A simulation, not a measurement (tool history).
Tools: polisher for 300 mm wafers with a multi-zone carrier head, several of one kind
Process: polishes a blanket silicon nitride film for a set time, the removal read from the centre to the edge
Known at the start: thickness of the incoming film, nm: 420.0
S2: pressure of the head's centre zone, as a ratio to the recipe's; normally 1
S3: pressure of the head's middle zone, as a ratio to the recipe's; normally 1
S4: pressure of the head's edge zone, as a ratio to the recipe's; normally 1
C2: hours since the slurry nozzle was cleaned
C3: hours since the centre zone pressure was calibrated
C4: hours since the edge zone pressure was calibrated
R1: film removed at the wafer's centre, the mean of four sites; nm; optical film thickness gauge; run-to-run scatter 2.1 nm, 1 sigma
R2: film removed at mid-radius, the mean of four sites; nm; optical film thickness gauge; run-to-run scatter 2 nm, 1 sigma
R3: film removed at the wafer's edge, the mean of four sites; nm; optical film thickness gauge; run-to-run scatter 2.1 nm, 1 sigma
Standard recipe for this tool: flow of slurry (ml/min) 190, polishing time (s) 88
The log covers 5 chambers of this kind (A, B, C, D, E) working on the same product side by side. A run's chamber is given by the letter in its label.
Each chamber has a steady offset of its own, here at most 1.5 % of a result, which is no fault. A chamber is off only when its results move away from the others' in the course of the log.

Run 1B, hour 3.4: usual settings; wafers polished on this pad 895; C2 381.1; C3 172.5; C4 1228. Result: R1 139.85 nm, R2 141.97 nm, R3 144.94 nm.
At hour 5: chamber E: worn pad replaced by a new one.
Run 2E, hour 7.5: usual settings; wafers polished on this pad 19; C2 364.6; C3 572.9; C4 418.3. Result: R1 144.27 nm, R2 142.25 nm, R3 139.43 nm.
At hour 9.4: chamber D: worn pad replaced by a new one.
Run 3C, hour 11.8: usual settings; wafers polished on this pad 195; C2 248.6; C3 1083.7; C4 234.7. Result: R1 145.63 nm, R2 140.57 nm, R3 140.87 nm.
Run 4A, hour 16.3: usual settings; wafers polished on this pad 181; C2 139.2; C3 918.5; C4 178. Result: R1 142.5 nm, R2 141.59 nm, R3 140.5 nm.
Run 5D, hour 18.7: usual settings; wafers polished on this pad 69; C2 584.5; C3 324.4; C4 180. Result: R1 141.94 nm, R2 143.98 nm, R3 143.68 nm.
Run 6B, hour 20.7: usual settings; wafers polished on this pad 1024; C2 398.4; C3 189.8; C4 1245.3. Result: R1 140.97 nm, R2 144.5 nm, R3 143.98 nm.
At hour 24.7: chamber C: slurry nozzle cleaned.
Run 7C, hour 24.9: usual settings but flow of slurry (ml/min) 145, polishing time (s) 78; wafers polished on this pad 293; C2 0.2; C3 1096.8; C4 247.8. Result: R1 120.86 nm, R2 119.55 nm, R3 120.52 nm.
Run 8E, hour 29.1: usual settings but flow of slurry (ml/min) 145, polishing time (s) 78; wafers polished on this pad 180; C2 386.2; C3 594.5; C4 439.9. Result: R1 119.63 nm, R2 121.5 nm, R3 125.06 nm.
At hour 30.9: chamber B: worn pad replaced by a new one.
Run 9D, hour 33.5: usual settings but flow of slurry (ml/min) 145, polishing time (s) 78; wafers polished on this pad 180; C2 599.3; C3 339.2; C4 194.8. Result: R1 122.21 nm, R2 121.98 nm, R3 122.72 nm.
Run 10A, hour 37.7: usual settings but flow of slurry (ml/min) 145, polishing time (s) 78; wafers polished on this pad 341; C2 160.6; C3 939.9; C4 199.4. Result: R1 123.47 nm, R2 122.83 nm, R3 119.95 nm.
Run 11D, hour 39.8: usual settings but flow of slurry (ml/min) 145, polishing time (s) 78; wafers polished on this pad 227; C2 605.6; C3 345.5; C4 201.1. Result: R1 120.94 nm, R2 121.08 nm, R3 122.12 nm.
Run 12A, hour 42.6: usual settings; wafers polished on this pad 377; C2 165.5; C3 944.8; C4 204.3. Result: R1 142.16 nm, R2 141.54 nm, R3 141.03 nm.
Run 13E, hour 46.6: usual settings; wafers polished on this pad 311; C2 403.7; C3 612; C4 457.4. Result: R1 144.43 nm, R2 143.05 nm, R3 144.7 nm.
Run 14C, hour 50.9: usual settings; wafers polished on this pad 487; C2 26.2; C3 1122.8; C4 273.8. Result: R1 138.67 nm, R2 143.27 nm, R3 144.18 nm.
Run 15B, hour 54.7: usual settings; wafers polished on this pad 178; C2 432.4; C3 223.8; C4 1279.3. Result: R1 138.98 nm, R2 141.66 nm, R3 141.99 nm.
Run 16B, hour 57.4: usual settings; wafers polished on this pad 198; C2 435.1; C3 226.5; C4 1282. Result: R1 139.86 nm, R2 144.64 nm, R3 145.82 nm.
Run 17A, hour 60.6: usual settings; wafers polished on this pad 512; C2 183.5; C3 962.8; C4 222.3. Result: R1 139.28 nm, R2 143.78 nm, R3 143.01 nm.
Run 18C, hour 63.6: usual settings but S3 0.91, polishing time (s) 118; wafers polished on this pad 582; C2 38.9; C3 1135.5; C4 286.5. Result: R1 193.83 nm, R2 173.67 nm, R3 193.42 nm.
Run 19D, hour 68: usual settings but S3 0.91, polishing time (s) 118; wafers polished on this pad 437; C2 633.8; C3 373.7; C4 229.3. Result: R1 198.58 nm, R2 175.5 nm, R3 190.46 nm.
Run 20E, hour 72.8: usual settings but S3 0.91, polishing time (s) 118; wafers polished on this pad 507; C2 429.9; C3 638.2; C4 483.6. Result: R1 191.27 nm, R2 171.4 nm, R3 190.76 nm.
Run 21D, hour 75.2: usual settings but S3 0.91, polishing time (s) 118; wafers polished on this pad 491; C2 641; C3 380.9; C4 236.5. Result: R1 193.51 nm, R2 176.12 nm, R3 193.49 nm.
Run 22E, hour 78.8: usual settings but S3 0.91, polishing time (s) 118; wafers polished on this pad 552; C2 435.9; C3 644.2; C4 489.6. Result: R1 183.72 nm, R2 173.58 nm, R3 186.8 nm.
Run 23C, hour 82.6: usual settings; wafers polished on this pad 724; C2 57.9; C3 1154.5; C4 305.5. Result: R1 139.29 nm, R2 144.26 nm, R3 145.62 nm.
Run 24A, hour 84.9: usual settings; wafers polished on this pad 693; C2 207.8; C3 987.1; C4 246.6. Result: R1 140.96 nm, R2 139.83 nm, R3 144.47 nm.
At hour 87.2: chamber A: worn pad replaced by a new one.
Run 25B, hour 89.6: usual settings; wafers polished on this pad 439; C2 467.3; C3 258.7; C4 1314.2. Result: R1 140.94 nm, R2 141.78 nm, R3 143.95 nm.
Run 26C, hour 92.5: usual settings; wafers polished on this pad 798; C2 67.8; C3 1164.4; C4 315.4. Result: R1 142.37 nm, R2 140.59 nm, R3 142.1 nm.
Run 27B, hour 96.4: usual settings but flow of slurry (ml/min) 220, polishing time (s) 101; wafers polished on this pad 489; C2 474.1; C3 265.5; C4 1321. Result: R1 170.38 nm, R2 167.45 nm, R3 172.16 nm.
Run 28E, hour 98.5: usual settings but flow of slurry (ml/min) 220, polishing time (s) 101; wafers polished on this pad 699; C2 455.6; C3 663.9; C4 509.3. Result: R1 164.25 nm, R2 159.25 nm, R3 164.47 nm.
Run 29D, hour 101.1: usual settings but flow of slurry (ml/min) 220, polishing time (s) 101; wafers polished on this pad 685; C2 666.9; C3 406.8; C4 262.4. Result: R1 168.77 nm, R2 168.11 nm, R3 169.2 nm.
Run 30A, hour 105.8: usual settings but flow of slurry (ml/min) 220, polishing time (s) 101; wafers polished on this pad 139; C2 228.7; C3 1008; C4 267.5. Result: R1 164.8 nm, R2 169.34 nm, R3 167.14 nm.
Run 31D, hour 108.7: usual settings but flow of slurry (ml/min) 220, polishing time (s) 101; wafers polished on this pad 742; C2 674.5; C3 414.4; C4 270. Result: R1 163.11 nm, R2 164.8 nm, R3 163.94 nm.
Run 32A, hour 111.9: usual settings; wafers polished on this pad 185; C2 234.8; C3 1014.1; C4 273.6. Result: R1 137.91 nm, R2 141.81 nm, R3 144.13 nm.
Run 33E, hour 115.4: usual settings; wafers polished on this pad 825; C2 472.5; C3 680.8; C4 526.2. Result: R1 131.76 nm, R2 135.95 nm, R3 138.51 nm.
Run 34B, hour 118.2: usual settings but S2 1.09; wafers polished on this pad 652; C2 495.9; C3 287.3; C4 1342.8. Result: R1 161.14 nm, R2 142.34 nm, R3 144.26 nm.
Run 35C, hour 122.1: usual settings but S2 1.09; wafers polished on this pad 1019; C2 97.4; C3 1194; C4 345. Result: R1 155.08 nm, R2 143.44 nm, R3 146.55 nm.
At hour 122.6: chamber D: worn pad replaced by a new one.
Run 36A, hour 126.8: usual settings but S2 1.09; wafers polished on this pad 296; C2 249.7; C3 1029; C4 288.5. Result: R1 153.35 nm, R2 143.05 nm, R3 145.33 nm.
At hour 127.9: chamber D: slurry nozzle cleaned.
Run 37B, hour 129.3: usual settings but S2 1.09; wafers polished on this pad 735; C2 507; C3 298.4; C4 1353.9. Result: R1 156.13 nm, R2 141.22 nm, R3 145.27 nm.
Run 38C, hour 132.2: usual settings but S2 1.09; wafers polished on this pad 1095; C2 107.5; C3 1204.1; C4 355.1. Result: R1 158.58 nm, R2 145.01 nm, R3 144.51 nm.
Run 39D, hour 134.8: usual settings; wafers polished on this pad 91; C2 6.9; C3 440.5; C4 296.1. Result: R1 145.53 nm, R2 145.7 nm, R3 141.77 nm.
Run 40E, hour 136.9: usual settings but S2 0.91; wafers polished on this pad 986; C2 494; C3 702.3; C4 547.7. Result: R1 118.43 nm, R2 132.72 nm, R3 137.92 nm.

Has any chamber moved away from the others, gradually or after a service, or does the common gauge drift, or do the chambers differ only by their own small steady offsets? State the chamber and the most likely cause if one applies.

One chamber, E, drifts off from the rest bit by bit.
What lies behind it: slurry flow missing at the pad, % = 36.1.
From this log alone, it may not be told apart from: removal rate lost through wear of the pad, %.

Here are 4 candidates for chamber E's next run, each the usual settings with a change, their results left as question marks. Which one brings its results back in line with what the others give on the usual settings?
In line here means within this much of the mean the other chambers give on the usual settings: R1 7.5 nm; R2 6.9 nm; R3 7.5 nm
Run 41E-1, hour 140.3: usual settings but flow of slurry (ml/min) 185, S2 0.98, S3 0.98, S4 1.02, polishing time (s) 83. Result: R1 ?, R2 ?, R3 ?.
Run 41E-2, hour 140.3: usual settings but flow of slurry (ml/min) 205, S2 1.05, S3 1.03, S4 0.97, polishing time (s) 99. Result: R1 ?, R2 ?, R3 ?.
Run 41E-3, hour 140.3: usual settings but flow of slurry (ml/min) 195, S2 1.02, S3 1.02, S4 0.98, polishing time (s) 93. Result: R1 ?, R2 ?, R3 ?.
Run 41E-4, hour 140.3: usual settings but flow of slurry (ml/min) 175, S2 0.95, S3 0.97, S4 1.03, polishing time (s) 77. Result: R1 ?, R2 ?, R3 ?.

Usual-settings mean across the other chambers: R1 142.95 nm; R2 142.42 nm; R3 143.15 nm
  run      R1      R2      R3
41E-1  119.85   120.2  129.35
41E-2  158.46  153.45  152.57
41E-3  142.37  141.34  143.01
41E-4  105.76  109.01  119.53
41E-3 is the one that brings the chamber's results back in line with the other chambers.
